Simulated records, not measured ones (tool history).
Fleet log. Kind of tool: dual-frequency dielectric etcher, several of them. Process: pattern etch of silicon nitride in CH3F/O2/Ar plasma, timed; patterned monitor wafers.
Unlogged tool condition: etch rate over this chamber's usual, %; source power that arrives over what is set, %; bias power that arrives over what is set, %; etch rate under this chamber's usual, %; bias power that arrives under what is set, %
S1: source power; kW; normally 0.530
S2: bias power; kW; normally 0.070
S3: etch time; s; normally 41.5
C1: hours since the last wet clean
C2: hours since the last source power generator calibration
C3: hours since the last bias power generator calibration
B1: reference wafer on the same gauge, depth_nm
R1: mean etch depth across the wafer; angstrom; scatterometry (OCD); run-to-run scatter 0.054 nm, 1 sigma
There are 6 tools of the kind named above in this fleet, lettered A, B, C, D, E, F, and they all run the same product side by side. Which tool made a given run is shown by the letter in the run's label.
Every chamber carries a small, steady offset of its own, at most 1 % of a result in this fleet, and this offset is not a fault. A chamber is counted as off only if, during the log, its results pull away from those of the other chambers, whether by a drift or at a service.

run 1B hour=9.0 | S1=0.530 S2=0.070 S3=41.5 | C1=419.6 C2=73.0 C3=861.2 | B1=33.404 | R1=317.07
run 2D hour=18.7 | S1=0.530 S2=0.070 S3=41.5 | C1=187.0 C2=2316.7 C3=1653.9 | B1=33.410 | R1=321.66
run 3A hour=24.5 | S1=0.530 S2=0.070 S3=41.5 | C1=351.7 C2=2948.3 C3=2652.0 | B1=33.410 | R1=321.84
run 4E hour=36.0 | S1=0.530 S2=0.070 S3=41.5 | C1=347.5 C2=2436.7 C3=1769.3 | B1=33.424 | R1=323.47
-- hour=39.8 chamber B: wet clean of the chamber
-- hour=40.8 chamber E: wet clean of the chamber
run 5C hour=44.6 | S1=0.530 S2=0.070 S3=41.5 | C1=473.1 C2=1668.4 C3=1364.2 | B1=33.429 | R1=318.50
-- hour=52.3 chamber C: wet clean of the chamber
run 6F hour=54.2 | S1=0.530 S2=0.070 S3=41.5 | C1=215.6 C2=498.3 C3=1081.6 | B1=33.425 | R1=321.84
run 7B hour=64.5 | S1=0.530 S2=0.070 S3=41.5 | C1=24.8 C2=128.5 C3=916.7 | B1=33.431 | R1=318.89
run 8A hour=77.6 | S1=0.530 S2=0.070 S3=41.5 | C1=404.8 C2=3001.4 C3=2705.1 | B1=33.445 | R1=320.99
run 9E hour=85.7 | S1=0.530 S2=0.070 S3=41.5 | C1=44.9 C2=2486.4 C3=1819.0 | B1=33.452 | R1=323.75
-- hour=92.9 chamber A: wet clean of the chamber
-- hour=93.0 chamber E: source power generator calibrated
run 10C hour=96.7 | S1=0.530 S2=0.070 S3=41.5 | C1=44.4 C2=1720.5 C3=1416.3 | B1=33.468 | R1=318.32
run 11F hour=105.0 | S1=0.530 S2=0.070 S3=41.5 | C1=266.4 C2=549.1 C3=1132.4 | B1=33.459 | R1=322.09
run 12D hour=114.7 | S1=0.530 S2=0.070 S3=41.5 | C1=283.0 C2=2412.7 C3=1749.9 | B1=33.469 | R1=323.33
run 13E hour=120.7 | S1=0.530 S2=0.070 S3=41.5 | C1=79.9 C2=27.8 C3=1854.0 | B1=33.467 | R1=323.36
run 14C hour=131.9 | S1=0.530 S2=0.062 S3=32.0 | C1=79.6 C2=1755.7 C3=1451.5 | B1=33.484 | R1=235.74
run 15A hour=140.6 | S1=0.530 S2=0.062 S3=32.0 | C1=47.8 C2=3064.4 C3=2768.1 | B1=33.485 | R1=238.43
run 16D hour=149.9 | S1=0.530 S2=0.062 S3=32.0 | C1=318.2 C2=2447.9 C3=1785.1 | B1=33.474 | R1=239.24
run 17B hour=160.7 | S1=0.530 S2=0.062 S3=32.0 | C1=121.0 C2=224.7 C3=1012.9 | B1=33.503 | R1=236.34
run 18F hour=168.3 | S1=0.530 S2=0.062 S3=32.0 | C1=329.7 C2=612.4 C3=1195.7 | B1=33.485 | R1=238.64
run 19B hour=174.7 | S1=0.530 S2=0.062 S3=32.0 | C1=135.0 C2=238.7 C3=1026.9 | B1=33.501 | R1=236.04
run 20A hour=184.8 | S1=0.530 S2=0.059 S3=29.5 | C1=92.0 C2=3108.6 C3=2812.3 | B1=33.503 | R1=215.86
run 21D hour=192.5 | S1=0.530 S2=0.059 S3=29.5 | C1=360.8 C2=2490.5 C3=1827.7 | B1=33.520 | R1=218.09
run 22C hour=199.5 | S1=0.530 S2=0.059 S3=29.5 | C1=147.2 C2=1823.3 C3=1519.1 | B1=33.514 | R1=214.17
run 23E hour=212.3 | S1=0.530 S2=0.059 S3=29.5 | C1=171.5 C2=119.4 C3=1945.6 | B1=33.531 | R1=218.11
run 24F hour=224.5 | S1=0.530 S2=0.059 S3=29.5 | C1=385.9 C2=668.6 C3=1251.9 | B1=33.543 | R1=217.14
run 25B hour=235.1 | S1=0.530 S2=0.059 S3=29.5 | C1=195.4 C2=299.1 C3=1087.3 | B1=33.537 | R1=214.09
run 26E hour=247.7 | S1=0.530 S2=0.070 S3=41.5 | C1=206.9 C2=154.8 C3=1981.0 | B1=33.536 | R1=325.25
run 27D hour=253.5 | S1=0.530 S2=0.070 S3=41.5 | C1=421.8 C2=2551.5 C3=1888.7 | B1=33.551 | R1=324.50
run 28C hour=261.0 | S1=0.530 S2=0.070 S3=41.5 | C1=208.7 C2=1884.8 C3=1580.6 | B1=33.571 | R1=318.99
run 29A hour=272.2 | S1=0.530 S2=0.070 S3=41.5 | C1=179.4 C2=3196.0 C3=2899.7 | B1=33.563 | R1=323.61
-- hour=279.3 chamber D: wet clean of the chamber
run 30F hour=284.7 | S1=0.530 S2=0.070 S3=41.5 | C1=446.1 C2=728.8 C3=1312.1 | B1=33.563 | R1=322.89
run 31A hour=298.0 | S1=0.530 S2=0.070 S3=41.5 | C1=205.2 C2=3221.8 C3=2925.5 | B1=33.586 | R1=322.50
run 32C hour=305.3 | S1=0.530 S2=0.070 S3=41.5 | C1=253.0 C2=1929.1 C3=1624.9 | B1=33.584 | R1=321.01
run 33B hour=311.8 | S1=0.530 S2=0.070 S3=41.5 | C1=272.1 C2=375.8 C3=1164.0 | B1=33.582 | R1=319.70
run 34E hour=323.5 | S1=0.530 S2=0.070 S3=41.5 | C1=282.7 C2=230.6 C3=2056.8 | B1=33.598 | R1=326.15
run 35D hour=330.0 | S1=0.530 S2=0.070 S3=41.5 | C1=50.7 C2=2628.0 C3=1965.2 | B1=33.601 | R1=324.30
run 36F hour=339.0 | S1=0.530 S2=0.070 S3=41.5 | C1=500.4 C2=783.1 C3=1366.4 | B1=33.594 | R1=323.60
run 37C hour=347.2 | S1=0.530 S2=0.070 S3=41.5 | C1=294.9 C2=1971.0 C3=1666.8 | B1=33.608 | R1=319.98
run 38D hour=356.1 | S1=0.530 S2=0.087 S3=30.0 | C1=76.8 C2=2654.1 C3=1991.3 | B1=33.607 | R1=252.30
run 39B hour=368.5 | S1=0.530 S2=0.087 S3=30.0 | C1=328.8 C2=432.5 C3=1220.7 | B1=33.628 | R1=249.48
-- hour=370.7 chamber E: wet clean of the chamber
run 40E hour=374.4 | S1=0.530 S2=0.087 S3=30.0 | C1=3.8 C2=281.5 C3=2107.7 | B1=33.629 | R1=254.16

The same settings go to every chamber for the next run, one line per chamber below. Forecast the results for each:
run 41A hour=383.9 | S1=0.530 S2=0.070 S3=41.5 | R1=?
run 41B hour=383.9 | S1=0.530 S2=0.070 S3=41.5 | R1=?
run 41C hour=383.9 | S1=0.530 S2=0.070 S3=41.5 | R1=?
run 41D hour=383.9 | S1=0.530 S2=0.070 S3=41.5 | R1=?
run 41E hour=383.9 | S1=0.530 S2=0.070 S3=41.5 | R1=?
run 41F hour=383.9 | S1=0.530 S2=0.070 S3=41.5 | R1=?

run=41A R1=322.87
run=41B R1=319.31
run=41C R1=320.29
run=41D R1=324.27
run=41E R1=325.77
run=41F R1=323.61
